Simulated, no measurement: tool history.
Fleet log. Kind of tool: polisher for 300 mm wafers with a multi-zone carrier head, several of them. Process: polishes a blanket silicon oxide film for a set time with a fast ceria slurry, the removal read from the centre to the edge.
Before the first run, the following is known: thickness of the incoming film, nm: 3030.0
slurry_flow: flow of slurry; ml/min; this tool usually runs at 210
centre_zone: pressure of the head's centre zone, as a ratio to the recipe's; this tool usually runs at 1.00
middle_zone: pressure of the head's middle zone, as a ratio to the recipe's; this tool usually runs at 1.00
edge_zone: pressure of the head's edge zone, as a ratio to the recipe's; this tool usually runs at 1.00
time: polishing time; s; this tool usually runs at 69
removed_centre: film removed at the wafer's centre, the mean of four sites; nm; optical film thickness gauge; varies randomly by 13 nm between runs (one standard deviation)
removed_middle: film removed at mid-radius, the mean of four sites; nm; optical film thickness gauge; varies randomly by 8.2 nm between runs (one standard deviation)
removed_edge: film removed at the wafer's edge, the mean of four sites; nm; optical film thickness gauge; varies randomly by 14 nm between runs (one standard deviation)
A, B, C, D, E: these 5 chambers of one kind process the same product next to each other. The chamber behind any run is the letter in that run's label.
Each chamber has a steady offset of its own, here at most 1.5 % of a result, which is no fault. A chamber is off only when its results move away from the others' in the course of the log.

run 1C hour=4.0 | slurry_flow=210 centre_zone=1.00 middle_zone=1.00 edge_zone=1.00 time=69 | removed_centre=1003.70 removed_middle=1008.20 removed_edge=1000.60
run 2D hour=6.6 | slurry_flow=210 centre_zone=1.00 middle_zone=1.00 edge_zone=1.00 time=69 | removed_centre=1000.90 removed_middle=998.75 removed_edge=1002.70
run 3A hour=9.9 | slurry_flow=210 centre_zone=1.00 middle_zone=1.00 edge_zone=1.00 time=69 | removed_centre=1000.40 removed_middle=995.98 removed_edge=987.97
run 4E hour=14.3 | slurry_flow=210 centre_zone=1.00 middle_zone=1.00 edge_zone=1.00 time=69 | removed_centre=985.58 removed_middle=1003.20 removed_edge=986.43
run 5B hour=18.3 | slurry_flow=210 centre_zone=1.00 middle_zone=1.00 edge_zone=1.00 time=69 | removed_centre=994.32 removed_middle=999.12 removed_edge=979.97
run 6C hour=20.8 | slurry_flow=210 centre_zone=1.00 middle_zone=1.00 edge_zone=1.00 time=69 | removed_centre=980.82 removed_middle=1008.80 removed_edge=961.75
run 7D hour=23.2 | slurry_flow=210 centre_zone=1.00 middle_zone=1.00 edge_zone=1.00 time=69 | removed_centre=999.64 removed_middle=1014.20 removed_edge=999.38
run 8B hour=27.1 | slurry_flow=210 centre_zone=1.00 middle_zone=1.00 edge_zone=1.00 time=69 | removed_centre=1000.90 removed_middle=1007.80 removed_edge=1007.30
-- hour=30.3 chamber A: slurry nozzle cleaned
run 9A hour=32.2 | slurry_flow=210 centre_zone=1.07 middle_zone=1.00 edge_zone=1.00 time=69 | removed_centre=1097.60 removed_middle=1018.10 removed_edge=986.44
-- hour=33.2 chamber B: worn pad replaced by a new one
run 10E hour=35.7 | slurry_flow=210 centre_zone=1.07 middle_zone=1.00 edge_zone=1.00 time=69 | removed_centre=1070.60 removed_middle=994.40 removed_edge=1000.20
run 11E hour=39.8 | slurry_flow=210 centre_zone=1.07 middle_zone=1.00 edge_zone=1.00 time=69 | removed_centre=1069.70 removed_middle=995.99 removed_edge=1017.30
run 12D hour=43.8 | slurry_flow=210 centre_zone=1.07 middle_zone=1.00 edge_zone=1.00 time=69 | removed_centre=1061.10 removed_middle=1004.40 removed_edge=985.54
-- hour=44.8 chamber C: worn pad replaced by a new one
run 13B hour=47.1 | slurry_flow=210 centre_zone=1.07 middle_zone=1.00 edge_zone=1.00 time=69 | removed_centre=1047.20 removed_middle=997.40 removed_edge=1033.40
-- hour=48.3 chamber A: worn pad replaced by a new one
run 14C hour=52.3 | slurry_flow=210 centre_zone=1.00 middle_zone=1.00 edge_zone=1.00 time=69 | removed_centre=995.58 removed_middle=977.35 removed_edge=992.99
run 15A hour=57.3 | slurry_flow=210 centre_zone=1.00 middle_zone=1.00 edge_zone=1.00 time=69 | removed_centre=966.89 removed_middle=1002.90 removed_edge=1004.70
-- hour=58.1 chamber C: centre zone pressure recalibrated
run 16A hour=60.0 | slurry_flow=210 centre_zone=1.00 middle_zone=1.05 edge_zone=1.07 time=69 | removed_centre=1001.70 removed_middle=1037.50 removed_edge=1053.50
run 17B hour=65.4 | slurry_flow=210 centre_zone=1.00 middle_zone=1.05 edge_zone=1.07 time=69 | removed_centre=1003.00 removed_middle=1049.40 removed_edge=1033.10
-- hour=65.7 chamber E: worn pad replaced by a new one
run 18D hour=68.1 | slurry_flow=210 centre_zone=1.00 middle_zone=1.05 edge_zone=1.07 time=69 | removed_centre=974.34 removed_middle=1055.60 removed_edge=1067.70
run 19C hour=73.3 | slurry_flow=210 centre_zone=1.00 middle_zone=1.05 edge_zone=1.07 time=69 | removed_centre=995.10 removed_middle=1040.00 removed_edge=1027.60
run 20E hour=78.4 | slurry_flow=210 centre_zone=1.00 middle_zone=1.05 edge_zone=1.07 time=69 | removed_centre=988.78 removed_middle=1036.90 removed_edge=1033.20
-- hour=79.8 chamber D: edge zone pressure recalibrated
run 21E hour=82.6 | slurry_flow=210 centre_zone=1.00 middle_zone=1.00 edge_zone=1.00 time=69 | removed_centre=980.52 removed_middle=1005.00 removed_edge=1003.40
run 22D hour=85.5 | slurry_flow=210 centre_zone=1.00 middle_zone=1.00 edge_zone=1.11 time=69 | removed_centre=1003.30 removed_middle=1029.80 removed_edge=1076.70
run 23A hour=90.7 | slurry_flow=210 centre_zone=1.00 middle_zone=1.00 edge_zone=1.11 time=69 | removed_centre=989.01 removed_middle=991.56 removed_edge=1051.40
run 24C hour=94.6 | slurry_flow=210 centre_zone=1.00 middle_zone=1.00 edge_zone=1.11 time=69 | removed_centre=994.12 removed_middle=994.04 removed_edge=1053.10
run 25B hour=97.3 | slurry_flow=210 centre_zone=1.00 middle_zone=1.00 edge_zone=1.11 time=69 | removed_centre=993.75 removed_middle=996.16 removed_edge=1059.90
run 26C hour=100.0 | slurry_flow=210 centre_zone=1.00 middle_zone=1.00 edge_zone=1.11 time=69 | removed_centre=986.09 removed_middle=1009.00 removed_edge=1058.60
run 27A hour=104.7 | slurry_flow=210 centre_zone=1.00 middle_zone=1.00 edge_zone=1.00 time=69 | removed_centre=1013.50 removed_middle=1015.70 removed_edge=975.62
-- hour=109.0 chamber D: worn pad replaced by a new one
run 28E hour=109.9 | slurry_flow=210 centre_zone=1.00 middle_zone=1.00 edge_zone=1.00 time=69 | removed_centre=1012.70 removed_middle=998.98 removed_edge=978.12
run 29B hour=113.6 | slurry_flow=210 centre_zone=1.00 middle_zone=1.00 edge_zone=1.00 time=69 | removed_centre=993.09 removed_middle=1005.10 removed_edge=1006.80
run 30D hour=117.8 | slurry_flow=210 centre_zone=1.00 middle_zone=1.00 edge_zone=1.00 time=69 | removed_centre=1006.90 removed_middle=1000.60 removed_edge=1002.90

Each of the 5 chambers runs these same settings next. Fill in every chamber's results:
run 31A hour=121.7 | slurry_flow=210 centre_zone=1.00 middle_zone=1.00 edge_zone=1.00 time=50 | removed_centre=? removed_middle=? removed_edge=?
run 31B hour=121.7 | slurry_flow=210 centre_zone=1.00 middle_zone=1.00 edge_zone=1.00 time=50 | removed_centre=? removed_middle=? removed_edge=?
run 31C hour=121.7 | slurry_flow=210 centre_zone=1.00 middle_zone=1.00 edge_zone=1.00 time=50 | removed_centre=? removed_middle=? removed_edge=?
run 31D hour=121.7 | slurry_flow=210 centre_zone=1.00 middle_zone=1.00 edge_zone=1.00 time=50 | removed_centre=? removed_middle=? removed_edge=?
run 31E hour=121.7 | slurry_flow=210 centre_zone=1.00 middle_zone=1.00 edge_zone=1.00 time=50 | removed_centre=? removed_middle=? removed_edge=?

run=31A removed_centre=733.48 removed_middle=731.88 removed_edge=723.84
run=31B removed_centre=716.81 removed_middle=707.17 removed_edge=714.66
run=31C removed_centre=713.40 removed_middle=732.97 removed_edge=728.93
run=31D removed_centre=727.01 removed_middle=723.29 removed_edge=745.21
run=31E removed_centre=716.92 removed_middle=721.41 removed_edge=743.62

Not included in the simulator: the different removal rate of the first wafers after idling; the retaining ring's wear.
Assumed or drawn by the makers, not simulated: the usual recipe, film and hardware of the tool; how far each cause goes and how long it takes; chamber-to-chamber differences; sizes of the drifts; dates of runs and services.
